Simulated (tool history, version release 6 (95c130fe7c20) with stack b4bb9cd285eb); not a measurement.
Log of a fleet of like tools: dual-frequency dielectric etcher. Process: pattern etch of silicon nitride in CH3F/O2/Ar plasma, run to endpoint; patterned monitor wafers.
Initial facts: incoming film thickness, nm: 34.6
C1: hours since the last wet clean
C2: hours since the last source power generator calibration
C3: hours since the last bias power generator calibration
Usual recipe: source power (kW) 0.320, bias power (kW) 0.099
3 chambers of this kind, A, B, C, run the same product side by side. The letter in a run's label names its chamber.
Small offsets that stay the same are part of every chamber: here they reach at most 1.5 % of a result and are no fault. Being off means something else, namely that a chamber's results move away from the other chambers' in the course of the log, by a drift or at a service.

{"run": "1B", "hour": 3.5, "source power (kW)": 0.32, "bias power (kW)": 0.099, "C1": 31.7, "C2": 1298.9, "C3": 1950.1, "endpoint time (s)": 48.885}
{"run": "2C", "hour": 7.5, "source power (kW)": 0.32, "bias power (kW)": 0.099, "C1": 209.7, "C2": 72.0, "C3": 204.9, "endpoint time (s)": 48.038}
{"run": "3A", "hour": 11.3, "source power (kW)": 0.32, "bias power (kW)": 0.099, "C1": 269.1, "C2": 1305.5, "C3": 1366.8, "endpoint time (s)": 49.163}
{"run": "4A", "hour": 15.7, "source power (kW)": 0.32, "bias power (kW)": 0.099, "C1": 273.5, "C2": 1309.9, "C3": 1371.2, "endpoint time (s)": 49.226}
{"run": "5C", "hour": 19.2, "source power (kW)": 0.32, "bias power (kW)": 0.099, "C1": 221.4, "C2": 83.7, "C3": 216.6, "endpoint time (s)": 47.584}
{"run": "6B", "hour": 21.8, "source power (kW)": 0.32, "bias power (kW)": 0.099, "C1": 50.0, "C2": 1317.2, "C3": 1968.4, "endpoint time (s)": 48.636}
{"run": "7B", "hour": 25.0, "source power (kW)": 0.32, "bias power (kW)": 0.099, "C1": 53.2, "C2": 1320.4, "C3": 1971.6, "endpoint time (s)": 48.938}
{"run": "8A", "hour": 28.3, "source power (kW)": 0.32, "bias power (kW)": 0.099, "C1": 286.1, "C2": 1322.5, "C3": 1383.8, "endpoint time (s)": 49.97}
{"run": "9C", "hour": 32.4, "source power (kW)": 0.32, "bias power (kW)": 0.099, "C1": 234.6, "C2": 96.9, "C3": 229.8, "endpoint time (s)": 47.669}
{"run": "10A", "hour": 36.5, "source power (kW)": 0.32, "bias power (kW)": 0.099, "C1": 294.3, "C2": 1330.7, "C3": 1392.0, "endpoint time (s)": 50.211}
{"run": "11B", "hour": 38.6, "source power (kW)": 0.26, "bias power (kW)": 0.109, "C1": 66.8, "C2": 1334.0, "C3": 1985.2, "endpoint time (s)": 50.43}
{"run": "12C", "hour": 43.2, "source power (kW)": 0.26, "bias power (kW)": 0.109, "C1": 245.4, "C2": 107.7, "C3": 240.6, "endpoint time (s)": 50.217}
{"run": "13C", "hour": 46.2, "source power (kW)": 0.26, "bias power (kW)": 0.109, "C1": 248.4, "C2": 110.7, "C3": 243.6, "endpoint time (s)": 50.1}
{"run": "14A", "hour": 49.5, "source power (kW)": 0.32, "bias power (kW)": 0.099, "C1": 307.3, "C2": 1343.7, "C3": 1405.0, "endpoint time (s)": 50.496}
{"run": "15B", "hour": 53.5, "source power (kW)": 0.32, "bias power (kW)": 0.099, "C1": 81.7, "C2": 1348.9, "C3": 2000.1, "endpoint time (s)": 48.467}
{"run": "16C", "hour": 57.6, "source power (kW)": 0.32, "bias power (kW)": 0.099, "C1": 259.8, "C2": 122.1, "C3": 255.0, "endpoint time (s)": 47.854}
{"run": "17B", "hour": 60.0, "source power (kW)": 0.35, "bias power (kW)": 0.099, "C1": 88.2, "C2": 1355.4, "C3": 2006.6, "endpoint time (s)": 46.736}
{"run": "18A", "hour": 64.4, "source power (kW)": 0.35, "bias power (kW)": 0.099, "C1": 322.2, "C2": 1358.6, "C3": 1419.9, "endpoint time (s)": 49.593}
{"run": "19A", "hour": 68.4, "source power (kW)": 0.35, "bias power (kW)": 0.099, "C1": 326.2, "C2": 1362.6, "C3": 1423.9, "endpoint time (s)": 49.831}
{"run": "20B", "hour": 70.8, "source power (kW)": 0.32, "bias power (kW)": 0.086, "C1": 99.0, "C2": 1366.2, "C3": 2017.4, "endpoint time (s)": 50.824}
{"run": "21C", "hour": 75.3, "source power (kW)": 0.32, "bias power (kW)": 0.086, "C1": 277.5, "C2": 139.8, "C3": 272.7, "endpoint time (s)": 50.495}

Read the log: is a single chamber off, either drifting away or since a service, is the gauge that measures every chamber drifting, or is nothing wrong beyond small per-chamber offsets? Name any odd chamber and what most likely caused it.

One chamber, A, drifts off from the rest bit by bit.
Cause: etch rate under this chamber's usual, % = 5.36.

Which of the 4 candidates below, each the usual settings with something changed and its results left as question marks, puts chamber A back in line with what the other chambers give on the usual settings?
In line means no further than this from the other chambers' mean on the usual settings: endpoint time (s) 0.850
{"run": "22A-1", "hour": 78.7, "source power (kW)": 0.29, "bias power (kW)": 0.089, "endpoint time (s)": "?"}
{"run": "22A-2", "hour": 78.7, "source power (kW)": 0.39, "bias power (kW)": 0.099, "endpoint time (s)": "?"}
{"run": "22A-3", "hour": 78.7, "source power (kW)": 0.32, "bias power (kW)": 0.091, "endpoint time (s)": "?"}
{"run": "22A-4", "hour": 78.7, "source power (kW)": 0.35, "bias power (kW)": 0.099, "endpoint time (s)": "?"}

The mean the other chambers reach with the usual settings: endpoint time (s) 48.260
run=22A-1 endpoint_time_(s)=55.919
run=22A-2 endpoint_time_(s)=48.172
run=22A-3 endpoint_time_(s)=53.477
run=22A-4 endpoint_time_(s)=50.138
It is 22A-2 that realigns the chamber with its peers.
